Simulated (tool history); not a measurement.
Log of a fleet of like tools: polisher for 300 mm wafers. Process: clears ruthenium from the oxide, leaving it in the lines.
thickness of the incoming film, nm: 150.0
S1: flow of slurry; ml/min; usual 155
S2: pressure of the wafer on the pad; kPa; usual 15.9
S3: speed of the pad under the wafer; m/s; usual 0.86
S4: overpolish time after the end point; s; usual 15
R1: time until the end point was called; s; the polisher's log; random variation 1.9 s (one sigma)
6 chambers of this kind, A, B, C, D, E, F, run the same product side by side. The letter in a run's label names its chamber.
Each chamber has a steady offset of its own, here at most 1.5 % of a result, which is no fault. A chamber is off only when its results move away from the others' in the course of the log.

Run 1C, hour 6.6: usual settings. Result: R1 166.4 s.
Run 2A, hour 12.7: usual settings. Result: R1 165.07 s.
Run 3D, hour 17.7: usual settings. Result: R1 164.95 s.
Run 4B, hour 24.4: usual settings. Result: R1 164.23 s.
Run 5F, hour 29.5: usual settings but S2 10.3 kPa. Result: R1 248.25 s.
Run 6E, hour 34.5: usual settings but S2 10.3 kPa. Result: R1 251.64 s.
Run 7E, hour 42.7: usual settings but S2 10.3 kPa. Result: R1 254.93 s.
Run 8F, hour 48.3: usual settings but S2 10.3 kPa. Result: R1 261.07 s.
At hour 48.5: chamber E: worn pad replaced by a new one.
Run 9B, hour 54.3: usual settings but S2 10.3 kPa. Result: R1 257.19 s.
Run 10C, hour 58.8: usual settings but S2 10.3 kPa. Result: R1 255.56 s.
At hour 62.7: chamber F: slurry nozzle cleaned.
Run 11A, hour 66.2: usual settings but S3 1.14 m/s, S4 20 s. Result: R1 124.71 s.
Run 12D, hour 73.7: usual settings but S3 1.14 m/s, S4 20 s. Result: R1 123.38 s.
Run 13F, hour 82: usual settings but S3 1.14 m/s, S4 20 s. Result: R1 125.28 s.
At hour 83.8: chamber B: worn pad replaced by a new one.
Run 14C, hour 86.1: usual settings but S3 1.14 m/s, S4 20 s. Result: R1 123.89 s.
Run 15D, hour 91.7: usual settings but S3 1.14 m/s, S4 20 s. Result: R1 123.35 s.
Run 16B, hour 98.3: usual settings but S3 1.14 m/s, S4 20 s. Result: R1 125.94 s.
Run 17A, hour 106.1: usual settings. Result: R1 166.96 s.
At hour 109.5: chamber B: slurry nozzle cleaned.
Run 18E, hour 112.9: usual settings. Result: R1 166.22 s.
Run 19D, hour 118.9: usual settings but S1 105 ml/min. Result: R1 179.24 s.
Run 20C, hour 125.9: usual settings but S1 105 ml/min. Result: R1 180.76 s.
At hour 132.6: chamber A: slurry nozzle cleaned.
Run 21A, hour 132.8: usual settings but S1 105 ml/min. Result: R1 181.25 s.
At hour 136.8: chamber E: worn pad replaced by a new one.
Run 22E, hour 139: usual settings but S1 105 ml/min. Result: R1 175.99 s.
At hour 140.9: chamber D: worn pad replaced by a new one.
Run 23B, hour 143.1: usual settings but S1 105 ml/min. Result: R1 181.86 s.
At hour 143.3: chamber C: worn pad replaced by a new one.
Run 24F, hour 149.7: usual settings but S1 105 ml/min. Result: R1 184.74 s.
At hour 153.9: chamber A: worn pad replaced by a new one.
Run 25B, hour 154.5: usual settings but S3 1.16 m/s. Result: R1 123.93 s.
Run 26C, hour 158.3: usual settings but S3 1.16 m/s. Result: R1 122.48 s.
Run 27E, hour 165.8: usual settings but S3 1.16 m/s. Result: R1 124.92 s.
Run 28D, hour 173.1: usual settings but S3 1.16 m/s. Result: R1 123.39 s.
Run 29A, hour 179.7: usual settings but S3 1.16 m/s. Result: R1 122.23 s.
Run 30F, hour 185.6: usual settings but S3 1.16 m/s. Result: R1 129.51 s.
Run 31E, hour 191.5: usual settings. Result: R1 163.46 s.
At hour 193.3: chamber E: slurry nozzle cleaned.
At hour 195.2: chamber B: worn pad replaced by a new one.
Run 32B, hour 197: usual settings but S2 10.3 kPa. Result: R1 251.15 s.
Run 33D, hour 202.6: usual settings but S2 10.3 kPa. Result: R1 250.64 s.
Run 34A, hour 208.9: usual settings but S2 10.3 kPa. Result: R1 247.21 s.
Run 35C, hour 213.8: usual settings but S2 10.3 kPa. Result: R1 252.15 s.
Run 36F, hour 218.7: usual settings but S2 10.3 kPa. Result: R1 273.23 s.
Run 37E, hour 226.9: usual settings but S2 10.3 kPa. Result: R1 258.95 s.
Run 38C, hour 232.6: usual settings. Result: R1 166.56 s.
Run 39B, hour 237: usual settings. Result: R1 167.67 s.

Is one chamber off against the others, does the gauge drift, or is nothing wrong? If a chamber is off, say which, and what the likeliest cause is.

Chamber F drifts away from the others.
Cause: removal rate lost through wear of the pad, % = 10.2.
The log may not tell that from: head's pressure below its setpoint, %.

Here are 4 candidates for chamber F's next run, each the usual settings with a change, their results left as question marks. Which one brings its results back in line with what the others give on the usual settings?
In line means no further than this from the other chambers' mean on the usual settings: R1 6.7 s
Run 40F-1, hour 243: usual settings but S3 0.88 m/s. Result: R1 ?.
Run 40F-2, hour 243: usual settings but S2 15.2 kPa, S3 0.82 m/s. Result: R1 ?.
Run 40F-3, hour 243: usual settings but S3 0.84 m/s. Result: R1 ?.
Run 40F-4, hour 243: usual settings but S2 17.2 kPa. Result: R1 ?.

The other chambers' mean on the usual settings: R1 165.28 s
  run      R1
40F-1  175.97
40F-2  197.72
40F-3  184.44
40F-4   165.5
40F-4 brings the chamber back in line.
